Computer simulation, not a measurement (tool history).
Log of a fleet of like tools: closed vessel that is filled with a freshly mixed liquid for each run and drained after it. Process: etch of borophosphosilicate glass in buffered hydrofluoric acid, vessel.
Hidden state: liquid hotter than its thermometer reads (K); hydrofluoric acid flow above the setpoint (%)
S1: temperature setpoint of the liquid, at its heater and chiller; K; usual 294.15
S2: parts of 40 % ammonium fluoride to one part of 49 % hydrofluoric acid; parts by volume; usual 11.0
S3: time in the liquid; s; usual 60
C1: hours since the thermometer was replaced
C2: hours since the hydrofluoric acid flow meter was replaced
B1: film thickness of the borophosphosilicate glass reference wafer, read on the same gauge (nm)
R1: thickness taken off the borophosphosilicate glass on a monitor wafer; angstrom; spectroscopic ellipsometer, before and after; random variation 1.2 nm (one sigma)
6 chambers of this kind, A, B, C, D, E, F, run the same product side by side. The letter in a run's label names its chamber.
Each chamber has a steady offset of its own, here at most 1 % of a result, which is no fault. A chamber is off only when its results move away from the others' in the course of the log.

Run 1D, hour 13.6: usual settings; C1 573.9; C2 1225.0; B1 79.986. Result: R1 1323.10 angstrom.
Run 2A, hour 25.9: usual settings; C1 1087.6; C2 1525.8; B1 79.989. Result: R1 1308.50 angstrom.
Run 3C, hour 37.3: usual settings; C1 1939.7; C2 516.0; B1 80.013. Result: R1 1304.00 angstrom.
Run 4E, hour 52.1: usual settings; C1 975.2; C2 2405.4; B1 79.992. Result: R1 1306.50 angstrom.
Run 5B, hour 66.2: usual settings; C1 654.4; C2 660.9; B1 80.007. Result: R1 1291.50 angstrom.
Run 6F, hour 76.3: usual settings but S1 295.65 K; C1 460.0; C2 982.0; B1 79.991. Result: R1 1407.30 angstrom.
Run 7A, hour 84.4: usual settings but S1 295.65 K; C1 1146.1; C2 1584.3; B1 80.008. Result: R1 1416.00 angstrom.
Run 8C, hour 92.2: usual settings but S1 295.65 K; C1 1994.6; C2 570.9; B1 79.989. Result: R1 1424.60 angstrom.
Run 9E, hour 101.5: usual settings but S1 295.65 K; C1 1024.6; C2 2454.8; B1 80.006. Result: R1 1418.20 angstrom.
Run 10D, hour 110.4: usual settings but S1 295.65 K; C1 670.7; C2 1321.8; B1 80.023. Result: R1 1395.80 angstrom.
Run 11F, hour 120.1: usual settings but S1 295.65 K; C1 503.8; C2 1025.8; B1 80.044. Result: R1 1430.00 angstrom.
Run 12B, hour 132.9: usual settings but S1 291.15 K; C1 721.1; C2 727.6; B1 79.984. Result: R1 1099.60 angstrom.
Run 13C, hour 146.5: usual settings but S1 291.15 K; C1 2048.9; C2 625.2; B1 80.021. Result: R1 1107.70 angstrom.
Run 14D, hour 159.4: usual settings but S1 291.15 K; C1 719.7; C2 1370.8; B1 80.016. Result: R1 1108.70 angstrom.
At hour 163.6: chamber C: thermometer replaced.
Run 15F, hour 171.0: usual settings but S1 291.15 K; C1 554.7; C2 1076.7; B1 80.003. Result: R1 1110.80 angstrom.
At hour 174.2: chamber E: hydrofluoric acid flow meter replaced.
Run 16E, hour 178.9: usual settings but S1 291.15 K; C1 1102.0; C2 4.8; B1 80.042. Result: R1 1095.80 angstrom.
Run 17B, hour 188.4: usual settings but S1 291.15 K; C1 776.6; C2 783.1; B1 79.996. Result: R1 1088.20 angstrom.
Run 18A, hour 200.6: usual settings but S1 296.65 K, S2 15.0 parts by volume; C1 1262.3; C2 1700.5; B1 79.981. Result: R1 1127.50 angstrom.
Run 19C, hour 212.7: usual settings but S1 296.65 K, S2 15.0 parts by volume; C1 49.1; C2 691.4; B1 79.993. Result: R1 1096.70 angstrom.
Run 20B, hour 228.1: usual settings but S1 296.65 K, S2 15.0 parts by volume; C1 816.3; C2 822.8; B1 79.966. Result: R1 1101.50 angstrom.
Run 21F, hour 238.7: usual settings but S1 296.65 K, S2 15.0 parts by volume; C1 622.4; C2 1144.4; B1 80.026. Result: R1 1115.20 angstrom.
At hour 240.8: chamber B: thermometer replaced.
Run 22D, hour 253.1: usual settings but S1 296.65 K, S2 15.0 parts by volume; C1 813.4; C2 1464.5; B1 80.027. Result: R1 1136.50 angstrom.
Run 23A, hour 264.7: usual settings but S1 296.65 K, S2 15.0 parts by volume; C1 1326.4; C2 1764.6; B1 80.029. Result: R1 1103.70 angstrom.
Run 24E, hour 275.8: usual settings but S1 291.15 K; C1 1198.9; C2 101.7; B1 80.003. Result: R1 1085.60 angstrom.
Run 25A, hour 290.0: usual settings but S1 291.15 K; C1 1351.7; C2 1789.9; B1 80.017. Result: R1 1110.80 angstrom.
Run 26D, hour 303.7: usual settings but S1 291.15 K; C1 864.0; C2 1515.1; B1 79.998. Result: R1 1145.60 angstrom.
Run 27C, hour 315.7: usual settings but S1 291.15 K; C1 152.1; C2 794.4; B1 80.021. Result: R1 1093.10 angstrom.
Run 28F, hour 329.6: usual settings but S1 291.15 K; C1 713.3; C2 1235.3; B1 80.025. Result: R1 1088.90 angstrom.
Run 29E, hour 343.2: usual settings but S1 291.15 K; C1 1266.3; C2 169.1; B1 80.010. Result: R1 1085.60 angstrom.
Run 30B, hour 353.7: usual settings; C1 112.9; C2 948.4; B1 79.984. Result: R1 1311.20 angstrom.
Run 31A, hour 364.5: usual settings; C1 1426.2; C2 1864.4; B1 79.983. Result: R1 1308.80 angstrom.
Run 32D, hour 371.4: usual settings; C1 931.7; C2 1582.8; B1 79.977. Result: R1 1355.70 angstrom.
Run 33C, hour 378.2: usual settings but S1 297.65 K; C1 214.6; C2 856.9; B1 80.027. Result: R1 1557.40 angstrom.
Run 34E, hour 393.6: usual settings but S1 297.65 K; C1 1316.7; C2 219.5; B1 79.993. Result: R1 1552.20 angstrom.
Run 35F, hour 408.7: usual settings but S1 297.65 K; C1 792.4; C2 1314.4; B1 79.992. Result: R1 1577.70 angstrom.
Run 36B, hour 419.9: usual settings but S1 297.65 K; C1 179.1; C2 1014.6; B1 79.997. Result: R1 1564.00 angstrom.
Run 37F, hour 431.2: usual settings but S1 297.65 K; C1 814.9; C2 1336.9; B1 79.988. Result: R1 1570.90 angstrom.
Run 38B, hour 441.6: usual settings but S1 297.65 K; C1 200.8; C2 1036.3; B1 80.014. Result: R1 1572.50 angstrom.
Run 39D, hour 453.6: usual settings; C1 1013.9; C2 1665.0; B1 80.040. Result: R1 1409.40 angstrom.
Run 40A, hour 467.3: usual settings but S2 13.5 parts by volume, S3 30 s; C1 1529.0; C2 1967.2; B1 80.008. Result: R1 541.58 angstrom.
At hour 470.8: chamber C: hydrofluoric acid flow meter replaced.
Run 41C, hour 477.9: usual settings but S2 13.5 parts by volume, S3 30 s; C1 314.3; C2 7.1; B1 79.963. Result: R1 530.83 angstrom.
Run 42E, hour 491.5: usual settings but S2 13.5 parts by volume, S3 30 s; C1 1414.6; C2 317.4; B1 79.993. Result: R1 524.27 angstrom.
Run 43D, hour 503.4: usual settings but S2 13.5 parts by volume, S3 30 s; C1 1063.7; C2 1714.8; B1 79.984. Result: R1 584.12 angstrom.

Is one chamber off against the others, does the gauge drift, or is nothing wrong? If a chamber is off, say which, and what the likeliest cause is.

Chamber D drifts away from the others.
Cause: liquid hotter than its thermometer reads (K) = 1.69.
The log may not tell that from: hydrofluoric acid flow above the setpoint (%).

Here are 4 candidates for chamber D's next run, each the usual settings with a change, their results left as question marks. Which one brings its results back in line with what the others give on the usual settings?
In line means no further than this from the other chambers' mean on the usual settings: R1 41.00 angstrom
Run 44D-1, hour 514.6: usual settings but S1 292.15 K. Result: R1 ?.
Run 44D-2, hour 514.6: usual settings but S2 10.5 parts by volume. Result: R1 ?.
Run 44D-3, hour 514.6: usual settings but S2 11.5 parts by volume. Result: R1 ?.
Run 44D-4, hour 514.6: usual settings but S2 10.0 parts by volume. Result: R1 ?.

The other chambers' mean on the usual settings: R1 1300.70 angstrom
  run       R1
44D-1  1283.40
44D-2  1496.90
44D-3  1368.00
44D-4  1566.60
44D-1 brings the chamber back in line.
